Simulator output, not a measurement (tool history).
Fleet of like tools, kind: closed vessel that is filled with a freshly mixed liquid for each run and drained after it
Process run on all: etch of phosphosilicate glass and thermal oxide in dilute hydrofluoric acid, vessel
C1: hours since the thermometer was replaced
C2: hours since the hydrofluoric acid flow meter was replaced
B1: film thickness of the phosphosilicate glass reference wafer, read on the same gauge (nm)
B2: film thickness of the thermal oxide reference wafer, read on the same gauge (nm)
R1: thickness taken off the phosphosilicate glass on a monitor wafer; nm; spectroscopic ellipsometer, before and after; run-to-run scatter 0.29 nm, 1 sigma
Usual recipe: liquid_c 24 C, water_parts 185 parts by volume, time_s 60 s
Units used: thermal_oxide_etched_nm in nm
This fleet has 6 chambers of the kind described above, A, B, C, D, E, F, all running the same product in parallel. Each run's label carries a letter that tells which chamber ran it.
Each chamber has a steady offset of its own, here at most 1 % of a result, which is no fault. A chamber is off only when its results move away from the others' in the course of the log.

{"run": "1F", "hour": 12.5, "liquid_c": 24, "water_parts": 185, "time_s": 60, "C1": 121.1, "C2": 183.5, "B1": 129.99, "B2": 129.99, "R1": 46.719, "thermal_oxide_etched_nm": 1.3751}
{"run": "2E", "hour": 21.7, "liquid_c": 24, "water_parts": 185, "time_s": 60, "C1": 88.7, "C2": 449.2, "B1": 130.02, "B2": 130, "R1": 46.594, "thermal_oxide_etched_nm": 1.374}
{"run": "3D", "hour": 28.8, "liquid_c": 24, "water_parts": 185, "time_s": 60, "C1": 295.2, "C2": 1132.5, "B1": 130.02, "B2": 129.98, "R1": 47.297, "thermal_oxide_etched_nm": 1.3886}
{"run": "4C", "hour": 41.0, "liquid_c": 24, "water_parts": 185, "time_s": 60, "C1": 842.7, "C2": 348.4, "B1": 129.98, "B2": 130.03, "R1": 47.291, "thermal_oxide_etched_nm": 1.3992}
{"run": "5A", "hour": 48.1, "liquid_c": 24, "water_parts": 185, "time_s": 60, "C1": 373.6, "C2": 121.8, "B1": 130.02, "B2": 130, "R1": 47.085, "thermal_oxide_etched_nm": 1.405}
{"run": "6B", "hour": 56.8, "liquid_c": 24, "water_parts": 185, "time_s": 60, "C1": 1680.4, "C2": 663.9, "B1": 130, "B2": 130.01, "R1": 47.446, "thermal_oxide_etched_nm": 1.3939}
{"run": "7D", "hour": 70.0, "liquid_c": 24, "water_parts": 185, "time_s": 60, "C1": 336.4, "C2": 1173.7, "B1": 130.05, "B2": 130.02, "R1": 46.956, "thermal_oxide_etched_nm": 1.3967}
{"hour": 76.6, "done": "chamber B: hydrofluoric acid flow meter replaced"}
{"run": "8B", "hour": 84.9, "liquid_c": 24, "water_parts": 185, "time_s": 60, "C1": 1708.5, "C2": 8.4, "B1": 130.01, "B2": 130, "R1": 47.541, "thermal_oxide_etched_nm": 1.3878}
{"run": "9E", "hour": 93.6, "liquid_c": 24, "water_parts": 185, "time_s": 60, "C1": 160.6, "C2": 521.1, "B1": 130, "B2": 129.99, "R1": 47.151, "thermal_oxide_etched_nm": 1.3531}
{"run": "10C", "hour": 104.6, "liquid_c": 24, "water_parts": 185, "time_s": 60, "C1": 906.3, "C2": 412, "B1": 130.01, "B2": 130, "R1": 47.46, "thermal_oxide_etched_nm": 1.4258}
{"run": "11F", "hour": 115.9, "liquid_c": 24, "water_parts": 185, "time_s": 60, "C1": 224.5, "C2": 286.9, "B1": 129.96, "B2": 130.01, "R1": 45.972, "thermal_oxide_etched_nm": 1.4023}
{"run": "12A", "hour": 124.6, "liquid_c": 24, "water_parts": 185, "time_s": 60, "C1": 450.1, "C2": 198.3, "B1": 130.02, "B2": 130.01, "R1": 47.552, "thermal_oxide_etched_nm": 1.418}
{"run": "13F", "hour": 131.3, "liquid_c": 24, "water_parts": 185, "time_s": 60, "C1": 239.9, "C2": 302.3, "B1": 129.95, "B2": 130, "R1": 45.927, "thermal_oxide_etched_nm": 1.441}
{"run": "14B", "hour": 140.6, "liquid_c": 24, "water_parts": 185, "time_s": 60, "C1": 1764.2, "C2": 64.1, "B1": 129.99, "B2": 130, "R1": 47.533, "thermal_oxide_etched_nm": 1.4284}
{"run": "15D", "hour": 155.3, "liquid_c": 24, "water_parts": 185, "time_s": 60, "C1": 421.7, "C2": 1259, "B1": 129.95, "B2": 129.99, "R1": 47.011, "thermal_oxide_etched_nm": 1.3703}
{"run": "16E", "hour": 169.7, "liquid_c": 24, "water_parts": 185, "time_s": 60, "C1": 236.7, "C2": 597.2, "B1": 130.03, "B2": 130, "R1": 47.213, "thermal_oxide_etched_nm": 1.386}
{"run": "17A", "hour": 183.7, "liquid_c": 24, "water_parts": 185, "time_s": 60, "C1": 509.2, "C2": 257.4, "B1": 130, "B2": 130, "R1": 47.49, "thermal_oxide_etched_nm": 1.4251}
{"run": "18C", "hour": 198.9, "liquid_c": 24, "water_parts": 185, "time_s": 60, "C1": 1000.6, "C2": 506.3, "B1": 130.01, "B2": 130.01, "R1": 47.18, "thermal_oxide_etched_nm": 1.4076}
{"run": "19B", "hour": 212.2, "liquid_c": 24, "water_parts": 185, "time_s": 60, "C1": 1835.8, "C2": 135.7, "B1": 130.03, "B2": 130.02, "R1": 47.18, "thermal_oxide_etched_nm": 1.3846}
{"run": "20D", "hour": 220.9, "liquid_c": 24, "water_parts": 185, "time_s": 60, "C1": 487.3, "C2": 1324.6, "B1": 130, "B2": 130.01, "R1": 47.079, "thermal_oxide_etched_nm": 1.3425}
{"run": "21A", "hour": 232.1, "liquid_c": 24, "water_parts": 185, "time_s": 60, "C1": 557.6, "C2": 305.8, "B1": 130, "B2": 130.02, "R1": 47.674, "thermal_oxide_etched_nm": 1.3944}
{"run": "22E", "hour": 246.2, "liquid_c": 24, "water_parts": 185, "time_s": 85, "C1": 313.2, "C2": 673.7, "B1": 130.03, "B2": 130, "R1": 67.34, "thermal_oxide_etched_nm": 1.9855}
{"run": "23C", "hour": 257.5, "liquid_c": 24, "water_parts": 185, "time_s": 85, "C1": 1059.2, "C2": 564.9, "B1": 130.02, "B2": 129.98, "R1": 66.694, "thermal_oxide_etched_nm": 1.9646}
{"run": "24F", "hour": 271.6, "liquid_c": 24, "water_parts": 185, "time_s": 85, "C1": 380.2, "C2": 442.6, "B1": 129.99, "B2": 130.02, "R1": 65.168, "thermal_oxide_etched_nm": 1.9577}
{"run": "25B", "hour": 286.7, "liquid_c": 24, "water_parts": 185, "time_s": 85, "C1": 1910.3, "C2": 210.2, "B1": 130.01, "B2": 130, "R1": 66.792, "thermal_oxide_etched_nm": 1.9645}
{"hour": 294.4, "done": "chamber C: hydrofluoric acid flow meter replaced"}
{"run": "26A", "hour": 300.7, "liquid_c": 24, "water_parts": 185, "time_s": 85, "C1": 626.2, "C2": 374.4, "B1": 130.03, "B2": 130.02, "R1": 67.565, "thermal_oxide_etched_nm": 1.9822}
{"run": "27E", "hour": 310.8, "liquid_c": 24, "water_parts": 185, "time_s": 85, "C1": 377.8, "C2": 738.3, "B1": 129.98, "B2": 130, "R1": 67.206, "thermal_oxide_etched_nm": 1.954}
{"run": "28D", "hour": 318.4, "liquid_c": 24, "water_parts": 185, "time_s": 60, "C1": 584.8, "C2": 1422.1, "B1": 130.01, "B2": 129.99, "R1": 47.291, "thermal_oxide_etched_nm": 1.3754}
{"run": "29C", "hour": 331.4, "liquid_c": 28, "water_parts": 185, "time_s": 60, "C1": 1133.1, "C2": 37.1, "B1": 129.98, "B2": 130.02, "R1": 54.673, "thermal_oxide_etched_nm": 1.6033}
{"run": "30F", "hour": 340.2, "liquid_c": 28, "water_parts": 185, "time_s": 60, "C1": 448.8, "C2": 511.2, "B1": 129.99, "B2": 130.01, "R1": 52.89, "thermal_oxide_etched_nm": 1.5745}
{"run": "31B", "hour": 348.1, "liquid_c": 28, "water_parts": 185, "time_s": 60, "C1": 1971.7, "C2": 271.6, "B1": 129.96, "B2": 129.99, "R1": 55, "thermal_oxide_etched_nm": 1.6131}
{"run": "32F", "hour": 359.0, "liquid_c": 28, "water_parts": 185, "time_s": 60, "C1": 467.6, "C2": 530, "B1": 129.98, "B2": 130.01, "R1": 53.439, "thermal_oxide_etched_nm": 1.599}
{"run": "33A", "hour": 367.8, "liquid_c": 28, "water_parts": 185, "time_s": 60, "C1": 693.3, "C2": 441.5, "B1": 129.98, "B2": 130.01, "R1": 55.037, "thermal_oxide_etched_nm": 1.6188}
{"run": "34D", "hour": 375.0, "liquid_c": 28, "water_parts": 185, "time_s": 60, "C1": 641.4, "C2": 1478.7, "B1": 130, "B2": 130.01, "R1": 54.363, "thermal_oxide_etched_nm": 1.5938}
{"run": "35C", "hour": 388.2, "liquid_c": 24, "water_parts": 185, "time_s": 60, "C1": 1189.9, "C2": 93.9, "B1": 129.99, "B2": 129.99, "R1": 47.18, "thermal_oxide_etched_nm": 1.3591}
{"run": "36E", "hour": 400.0, "liquid_c": 24, "water_parts": 185, "time_s": 60, "C1": 467, "C2": 827.5, "B1": 129.99, "B2": 130.01, "R1": 47.359, "thermal_oxide_etched_nm": 1.4264}
{"run": "37E", "hour": 410.2, "liquid_c": 24, "water_parts": 185, "time_s": 60, "C1": 477.2, "C2": 837.7, "B1": 129.99, "B2": 129.99, "R1": 46.286, "thermal_oxide_etched_nm": 1.3906}
{"run": "38F", "hour": 421.5, "liquid_c": 24, "water_parts": 185, "time_s": 60, "C1": 530.1, "C2": 592.5, "B1": 130.04, "B2": 129.98, "R1": 46.249, "thermal_oxide_etched_nm": 1.3854}
{"run": "39A", "hour": 433.0, "liquid_c": 24, "water_parts": 185, "time_s": 60, "C1": 758.5, "C2": 506.7, "B1": 130.01, "B2": 130.01, "R1": 47.054, "thermal_oxide_etched_nm": 1.4051}

Next, all 6 chambers run the settings below, one line each with question marks for the results. What does each chamber give?
{"run": "40A", "hour": 443.9, "liquid_c": 24, "water_parts": 185, "time_s": 60, "R1": "?", "thermal_oxide_etched_nm": "?"}
{"run": "40B", "hour": 443.9, "liquid_c": 24, "water_parts": 185, "time_s": 60, "R1": "?", "thermal_oxide_etched_nm": "?"}
{"run": "40C", "hour": 443.9, "liquid_c": 24, "water_parts": 185, "time_s": 60, "R1": "?", "thermal_oxide_etched_nm": "?"}
{"run": "40D", "hour": 443.9, "liquid_c": 24, "water_parts": 185, "time_s": 60, "R1": "?", "thermal_oxide_etched_nm": "?"}
{"run": "40E", "hour": 443.9, "liquid_c": 24, "water_parts": 185, "time_s": 60, "R1": "?", "thermal_oxide_etched_nm": "?"}
{"run": "40F", "hour": 443.9, "liquid_c": 24, "water_parts": 185, "time_s": 60, "R1": "?", "thermal_oxide_etched_nm": "?"}

run=40A R1=47.421 thermal_oxide_etched_nm=1.3816
run=40B R1=47.91 thermal_oxide_etched_nm=1.4272
run=40C R1=47.223 thermal_oxide_etched_nm=1.3665
run=40D R1=47.22 thermal_oxide_etched_nm=1.4272
run=40E R1=47.512 thermal_oxide_etched_nm=1.3913
run=40F R1=46.872 thermal_oxide_etched_nm=1.3799
